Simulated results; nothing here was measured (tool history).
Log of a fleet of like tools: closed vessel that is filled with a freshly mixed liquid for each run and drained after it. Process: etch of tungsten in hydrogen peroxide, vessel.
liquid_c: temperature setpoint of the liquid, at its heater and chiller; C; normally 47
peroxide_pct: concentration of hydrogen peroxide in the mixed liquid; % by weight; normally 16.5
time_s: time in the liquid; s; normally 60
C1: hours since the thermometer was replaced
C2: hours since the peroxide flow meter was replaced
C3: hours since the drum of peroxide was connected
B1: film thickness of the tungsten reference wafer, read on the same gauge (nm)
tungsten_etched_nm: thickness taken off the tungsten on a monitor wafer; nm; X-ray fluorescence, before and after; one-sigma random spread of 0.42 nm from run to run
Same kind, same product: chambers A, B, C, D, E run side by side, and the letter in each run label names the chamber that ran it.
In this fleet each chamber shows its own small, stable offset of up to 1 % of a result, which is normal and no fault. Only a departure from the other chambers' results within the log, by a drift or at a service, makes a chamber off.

run 1D hour=8.8 | liquid_c=47 peroxide_pct=16.5 time_s=60 | C1=2725.1 C2=644.4 C3=765.6 | B1=60.003 | tungsten_etched_nm=59.963
run 2B hour=16.4 | liquid_c=47 peroxide_pct=16.5 time_s=60 | C1=2320.6 C2=248.0 C3=924.4 | B1=59.977 | tungsten_etched_nm=59.978
run 3C hour=23.6 | liquid_c=47 peroxide_pct=16.5 time_s=60 | C1=205.8 C2=280.3 C3=319.0 | B1=59.985 | tungsten_etched_nm=59.991
run 4E hour=32.3 | liquid_c=47 peroxide_pct=16.5 time_s=60 | C1=490.8 C2=46.5 C3=206.0 | B1=60.015 | tungsten_etched_nm=59.635
run 5A hour=38.5 | liquid_c=47 peroxide_pct=16.5 time_s=60 | C1=944.8 C2=2082.8 C3=698.1 | B1=60.000 | tungsten_etched_nm=60.640
run 6B hour=46.3 | liquid_c=47 peroxide_pct=16.5 time_s=60 | C1=2350.5 C2=277.9 C3=954.3 | B1=60.000 | tungsten_etched_nm=59.907
-- hour=50.8 chamber D: peroxide flow meter replaced
run 7E hour=51.6 | liquid_c=47 peroxide_pct=16.5 time_s=60 | C1=510.1 C2=65.8 C3=225.3 | B1=59.978 | tungsten_etched_nm=59.730
-- hour=56.1 chamber D: thermometer replaced
run 8A hour=58.9 | liquid_c=47 peroxide_pct=21.5 time_s=70 | C1=965.2 C2=2103.2 C3=718.5 | B1=59.998 | tungsten_etched_nm=81.548
run 9D hour=65.8 | liquid_c=47 peroxide_pct=21.5 time_s=70 | C1=9.8 C2=15.0 C3=822.6 | B1=59.994 | tungsten_etched_nm=79.544
run 10C hour=74.5 | liquid_c=47 peroxide_pct=21.5 time_s=70 | C1=256.7 C2=331.2 C3=369.9 | B1=59.993 | tungsten_etched_nm=78.712
run 11B hour=82.0 | liquid_c=47 peroxide_pct=21.5 time_s=70 | C1=2386.2 C2=313.6 C3=990.0 | B1=59.996 | tungsten_etched_nm=79.798
run 12A hour=88.1 | liquid_c=47 peroxide_pct=21.5 time_s=70 | C1=994.4 C2=2132.4 C3=747.7 | B1=60.010 | tungsten_etched_nm=80.935
run 13E hour=96.7 | liquid_c=47 peroxide_pct=16.5 time_s=60 | C1=555.2 C2=110.9 C3=270.4 | B1=59.969 | tungsten_etched_nm=58.376
run 14C hour=102.7 | liquid_c=47 peroxide_pct=16.5 time_s=60 | C1=284.9 C2=359.4 C3=398.1 | B1=59.985 | tungsten_etched_nm=59.416
run 15D hour=108.5 | liquid_c=47 peroxide_pct=16.5 time_s=60 | C1=52.5 C2=57.7 C3=865.3 | B1=59.991 | tungsten_etched_nm=59.781
run 16D hour=116.8 | liquid_c=47 peroxide_pct=16.5 time_s=60 | C1=60.8 C2=66.0 C3=873.6 | B1=60.008 | tungsten_etched_nm=60.131
run 17E hour=123.1 | liquid_c=47 peroxide_pct=16.5 time_s=60 | C1=581.6 C2=137.3 C3=296.8 | B1=60.011 | tungsten_etched_nm=59.342
run 18B hour=129.8 | liquid_c=47 peroxide_pct=20.5 time_s=60 | C1=2434.0 C2=361.4 C3=1037.8 | B1=60.006 | tungsten_etched_nm=66.790
run 19C hour=137.1 | liquid_c=47 peroxide_pct=20.5 time_s=60 | C1=319.3 C2=393.8 C3=432.5 | B1=60.000 | tungsten_etched_nm=65.981
run 20A hour=145.4 | liquid_c=47 peroxide_pct=20.5 time_s=60 | C1=1051.7 C2=2189.7 C3=805.0 | B1=59.989 | tungsten_etched_nm=68.609
run 21E hour=151.8 | liquid_c=47 peroxide_pct=20.5 time_s=60 | C1=610.3 C2=166.0 C3=325.5 | B1=60.010 | tungsten_etched_nm=66.012
run 22B hour=156.6 | liquid_c=47 peroxide_pct=20.5 time_s=60 | C1=2460.8 C2=388.2 C3=1064.6 | B1=59.998 | tungsten_etched_nm=67.165
run 23C hour=161.2 | liquid_c=47 peroxide_pct=16.5 time_s=60 | C1=343.4 C2=417.9 C3=456.6 | B1=60.012 | tungsten_etched_nm=60.027
run 24D hour=165.9 | liquid_c=47 peroxide_pct=16.5 time_s=60 | C1=109.9 C2=115.1 C3=922.7 | B1=60.003 | tungsten_etched_nm=60.064
-- hour=167.8 chamber E: new drum of peroxide connected
run 25A hour=170.6 | liquid_c=47 peroxide_pct=16.5 time_s=60 | C1=1076.9 C2=2214.9 C3=830.2 | B1=59.998 | tungsten_etched_nm=61.707
run 26A hour=179.6 | liquid_c=47 peroxide_pct=16.5 time_s=60 | C1=1085.9 C2=2223.9 C3=839.2 | B1=59.992 | tungsten_etched_nm=61.462
run 27B hour=186.6 | liquid_c=55 peroxide_pct=16.5 time_s=60 | C1=2490.8 C2=418.2 C3=1094.6 | B1=59.996 | tungsten_etched_nm=95.176
run 28C hour=191.0 | liquid_c=55 peroxide_pct=16.5 time_s=60 | C1=373.2 C2=447.7 C3=486.4 | B1=59.997 | tungsten_etched_nm=98.047
run 29E hour=198.8 | liquid_c=55 peroxide_pct=16.5 time_s=60 | C1=657.3 C2=213.0 C3=31.1 | B1=60.012 | tungsten_etched_nm=96.069
run 30D hour=207.1 | liquid_c=55 peroxide_pct=16.5 time_s=60 | C1=151.1 C2=156.3 C3=963.9 | B1=60.008 | tungsten_etched_nm=96.119
run 31E hour=214.4 | liquid_c=55 peroxide_pct=16.5 time_s=60 | C1=672.9 C2=228.6 C3=46.7 | B1=59.997 | tungsten_etched_nm=95.831
run 32B hour=223.3 | liquid_c=47 peroxide_pct=16.5 time_s=60 | C1=2527.5 C2=454.9 C3=1131.3 | B1=59.999 | tungsten_etched_nm=60.018
run 33C hour=227.5 | liquid_c=47 peroxide_pct=16.5 time_s=80 | C1=409.7 C2=484.2 C3=522.9 | B1=59.993 | tungsten_etched_nm=79.442
run 34A hour=231.7 | liquid_c=47 peroxide_pct=16.5 time_s=80 | C1=1138.0 C2=2276.0 C3=891.3 | B1=59.986 | tungsten_etched_nm=83.907
run 35D hour=239.4 | liquid_c=47 peroxide_pct=16.5 time_s=80 | C1=183.4 C2=188.6 C3=996.2 | B1=59.970 | tungsten_etched_nm=79.868
run 36C hour=247.0 | liquid_c=47 peroxide_pct=16.5 time_s=80 | C1=429.2 C2=503.7 C3=542.4 | B1=59.999 | tungsten_etched_nm=80.188
run 37B hour=254.7 | liquid_c=47 peroxide_pct=16.5 time_s=80 | C1=2558.9 C2=486.3 C3=1162.7 | B1=60.004 | tungsten_etched_nm=79.059
run 38A hour=262.9 | liquid_c=47 peroxide_pct=16.5 time_s=60 | C1=1169.2 C2=2307.2 C3=922.5 | B1=60.008 | tungsten_etched_nm=62.970
run 39D hour=271.9 | liquid_c=47 peroxide_pct=16.5 time_s=60 | C1=215.9 C2=221.1 C3=1028.7 | B1=60.011 | tungsten_etched_nm=60.145
run 40E hour=277.6 | liquid_c=47 peroxide_pct=16.5 time_s=60 | C1=736.1 C2=291.8 C3=109.9 | B1=60.004 | tungsten_etched_nm=58.933
run 41A hour=283.5 | liquid_c=47 peroxide_pct=16.5 time_s=60 | C1=1189.8 C2=2327.8 C3=943.1 | B1=60.010 | tungsten_etched_nm=62.949

Next, every chamber runs the same settings. What will each give?
run 42A hour=290.1 | liquid_c=47 peroxide_pct=16.5 time_s=60 | tungsten_etched_nm=?
run 42B hour=290.1 | liquid_c=47 peroxide_pct=16.5 time_s=60 | tungsten_etched_nm=?
run 42C hour=290.1 | liquid_c=47 peroxide_pct=16.5 time_s=60 | tungsten_etched_nm=?
run 42D hour=290.1 | liquid_c=47 peroxide_pct=16.5 time_s=60 | tungsten_etched_nm=?
run 42E hour=290.1 | liquid_c=47 peroxide_pct=16.5 time_s=60 | tungsten_etched_nm=?

run=42A tungsten_etched_nm=63.502
run=42B tungsten_etched_nm=59.256
run=42C tungsten_etched_nm=59.501
run=42D tungsten_etched_nm=60.067
run=42E tungsten_etched_nm=59.230
